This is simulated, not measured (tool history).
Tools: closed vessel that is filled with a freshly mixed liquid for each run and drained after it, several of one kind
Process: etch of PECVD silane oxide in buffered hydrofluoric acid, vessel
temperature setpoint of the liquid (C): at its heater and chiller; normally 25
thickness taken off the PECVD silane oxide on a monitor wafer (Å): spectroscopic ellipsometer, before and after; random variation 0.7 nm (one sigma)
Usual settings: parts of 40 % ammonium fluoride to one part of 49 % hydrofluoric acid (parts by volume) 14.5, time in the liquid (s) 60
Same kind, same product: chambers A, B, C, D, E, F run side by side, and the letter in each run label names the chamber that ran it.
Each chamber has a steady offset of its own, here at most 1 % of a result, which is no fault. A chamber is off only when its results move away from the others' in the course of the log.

run	hour	temperature setpoint of the liquid (C)	parts of 40 % ammonium fluoride to one part of 49 % hydrofluoric acid (parts by volume)	time in the liquid (s)	read-back film thickness of the PECVD silane oxide reference wafer, read on the same gauge (nm)	thickness taken off the PECVD silane oxide on a monitor wafer (Å)
1C	9.1	25	14.5	60	59.946	1094
2E	18.4	25	14.5	60	59.998	1076.8
3B	27.5	25	14.5	60	59.991	1086.7
4D	38.4	25	14.5	60	59.976	1088.1
5A	45.9	25	14.5	60	60.027	1082.9
6F	58.9	25	14.5	60	60.029	1080.9
7D	75	25	14.5	60	60.028	1088.9
8C	89.9	25	14.5	60	59.955	1094.3
9F	104.9	28	14.5	60	60.005	1262.8
10E	113.2	28	14.5	60	59.994	1260
# hour 119.5: chamber A: hydrofluoric acid flow meter replaced
11B	125.7	28	14.5	60	59.974	1262.8
12A	138.5	28	14.5	60	60.02	1277.5
# hour 149.8: chamber D: hydrofluoric acid flow meter replaced
13C	151.3	28	14.5	60	60	1289.8
14D	161.1	28	14.5	60	59.99	1275.6
15A	176.7	25	14.5	60	60.003	1088.1
# hour 181.8: chamber E: hydrofluoric acid flow meter replaced
16F	184.9	25	14.5	60	59.977	1071.4
# hour 185.6: chamber A: thermometer replaced
17E	195.7	25	14.5	60	60.009	1081.7
18B	207.7	25	18	75	59.967	1073.7
19A	216.6	25	18	75	60.044	1101.3
20E	230.2	25	18	75	59.982	1095.1
21C	240.6	25	18	75	60.023	1102.8
22F	254.3	25	18	75	59.971	1088.4
# hour 254.9: chamber D: thermometer replaced
23B	265.5	25	18	75	60	1068.7
24D	274.4	25	14.5	60	60.012	1092.6
25B	289.7	25	14.5	60	59.973	1044.6
26E	300.9	25	14.5	60	59.985	1085
27A	314.2	25	18.5	60	60.04	859.89
28F	327.2	25	18.5	60	59.989	826.87
29D	337.5	25	18.5	60	60.021	859.45
30C	345.3	25	18.5	60	59.997	850.86
31D	353.6	25	18.5	60	59.986	860.67
32A	361.9	25	18.5	60	60.034	856.86
33F	373.2	25	14.5	60	59.991	1068.4
34B	388.6	25	14.5	60	60.015	1035.3
35C	396.1	25	14.5	60	60.013	1089.8
36E	411.3	25	14.5	60	60.03	1090.4
37F	426.6	25	14.5	60	59.979	1068.3

Decide between three cases: one chamber stands off from its peers, the gauge reading all wafers drifts, or nothing is wrong past each chamber's small offset. Where a chamber is off, say which and what most likely put it there.

Chamber B drifts away from the others.
Cause: liquid colder than its thermometer reads (K) = 1.07.
It could be hard to tell apart here from: hydrofluoric acid flow below the setpoint (%).

Here are 4 candidates for chamber B's next run, each the usual settings with a change, their results left as question marks. Which one brings its results back in line with what the others give on the usual settings?
To be in line, a result may differ from the other chambers' mean on the usual settings by at most: thickness taken off the PECVD silane oxide on a monitor wafer (Å) 24
38B-1	438.5	25	14	65		?
38B-2	438.5	25	15	55		?
38B-3	438.5	25	15.5	60		?
38B-4	438.5	25.5	14	60		?

The mean the other chambers reach with the usual settings: thickness taken off the PECVD silane oxide on a monitor wafer (Å) 1084.2
run	thickness taken off the PECVD silane oxide on a monitor wafer (Å)
38B-1	1147
38B-2	906.86
38B-3	957.87
38B-4	1088.1
With 38B-4, the chamber falls back in line with the rest.
